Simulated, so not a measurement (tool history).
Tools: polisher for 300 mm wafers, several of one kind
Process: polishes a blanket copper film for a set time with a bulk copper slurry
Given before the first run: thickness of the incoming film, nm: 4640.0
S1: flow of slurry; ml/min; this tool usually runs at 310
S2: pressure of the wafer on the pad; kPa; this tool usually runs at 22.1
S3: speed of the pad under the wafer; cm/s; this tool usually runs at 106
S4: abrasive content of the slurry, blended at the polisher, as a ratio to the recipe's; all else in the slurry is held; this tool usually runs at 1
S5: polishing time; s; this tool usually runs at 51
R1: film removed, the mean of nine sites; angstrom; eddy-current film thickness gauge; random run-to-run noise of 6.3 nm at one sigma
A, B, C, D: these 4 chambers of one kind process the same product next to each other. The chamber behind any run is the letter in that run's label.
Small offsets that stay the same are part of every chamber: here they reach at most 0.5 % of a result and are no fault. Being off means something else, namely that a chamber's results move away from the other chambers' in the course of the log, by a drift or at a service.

| run | hour | S1 | S2 | S3 | S4 | S5 | R1 |
|---|---|---|---|---|---|---|---|
|  | 0.4 | chamber D: worn pad replaced by a new one |
| 1C | 3.9 | 310 | 22.1 | 106 | 1 | 51 | 4846.8 |
| 2A | 9.3 | 310 | 22.1 | 106 | 1 | 51 | 4766.3 |
| 3B | 14.2 | 310 | 22.1 | 106 | 1 | 51 | 4805.1 |
| 4D | 18.7 | 310 | 22.1 | 106 | 1 | 51 | 4855 |
| 5C | 24.1 | 310 | 22.1 | 106 | 1 | 51 | 4705.4 |
| 6D | 26.7 | 310 | 22.1 | 106 | 1 | 51 | 4858 |
| 7A | 31 | 310 | 22.1 | 106 | 1 | 51 | 4719.2 |
| 8B | 36.4 | 310 | 22.1 | 106 | 1 | 51 | 4822.5 |
| 9D | 40.6 | 310 | 22.1 | 106 | 1 | 51 | 4902.7 |
| 10C | 43.7 | 310 | 22.1 | 106 | 1 | 51 | 4720.8 |
| 11A | 48.2 | 310 | 22.1 | 106 | 1 | 51 | 4872.9 |
|  | 49.2 | chamber C: slurry nozzle cleaned |
| 12B | 52.6 | 310 | 27.6 | 106 | 1 | 51 | 6150.1 |
| 13C | 56.7 | 310 | 27.6 | 106 | 1 | 51 | 6001.7 |
| 14A | 60.1 | 310 | 27.6 | 106 | 1 | 51 | 5871.1 |
| 15D | 64.9 | 310 | 27.6 | 106 | 1 | 51 | 6011 |
| 16B | 70.3 | 310 | 22.1 | 106 | 1 | 51 | 4783.8 |
| 17D | 75.8 | 310 | 22.1 | 106 | 1 | 51 | 4898.4 |
| 18A | 79.3 | 310 | 22.1 | 106 | 1 | 51 | 4814.7 |
|  | 80 | chamber D: worn pad replaced by a new one |
| 19B | 82 | 310 | 22.1 | 106 | 1 | 51 | 4857.4 |
| 20C | 86.7 | 310 | 22.1 | 106 | 1 | 51 | 4822.3 |
| 21D | 91.6 | 310 | 22.1 | 106 | 1 | 51 | 4897.6 |
| 22A | 96.7 | 310 | 22.1 | 106 | 1 | 51 | 4726 |
|  | 98.3 | chamber B: worn pad replaced by a new one |
| 23B | 101.2 | 310 | 22.1 | 106 | 1 | 51 | 4857.7 |
| 24C | 105.2 | 310 | 22.1 | 106 | 1 | 51 | 4801.8 |
| 25A | 109.9 | 310 | 22.1 | 128 | 0.7 | 51 | 5379.2 |
| 26C | 115.4 | 310 | 22.1 | 128 | 0.7 | 51 | 5363 |
| 27B | 118.6 | 310 | 22.1 | 128 | 0.7 | 51 | 5462.6 |
| 28D | 123.3 | 310 | 22.1 | 128 | 0.7 | 51 | 5499.3 |

Each of the 4 chambers runs these same settings next. Fill in every chamber's results:
| 29A | 127.2 | 310 | 22.1 | 106 | 0.75 | 51 | ? |
| 29B | 127.2 | 310 | 22.1 | 106 | 0.75 | 51 | ? |
| 29C | 127.2 | 310 | 22.1 | 106 | 0.75 | 51 | ? |
| 29D | 127.2 | 310 | 22.1 | 106 | 0.75 | 51 | ? |

| run | R1 |
|---|---|
| 29A | 4533.3 |
| 29B | 4539.6 |
| 29C | 4475.6 |
| 29D | 4569.4 |
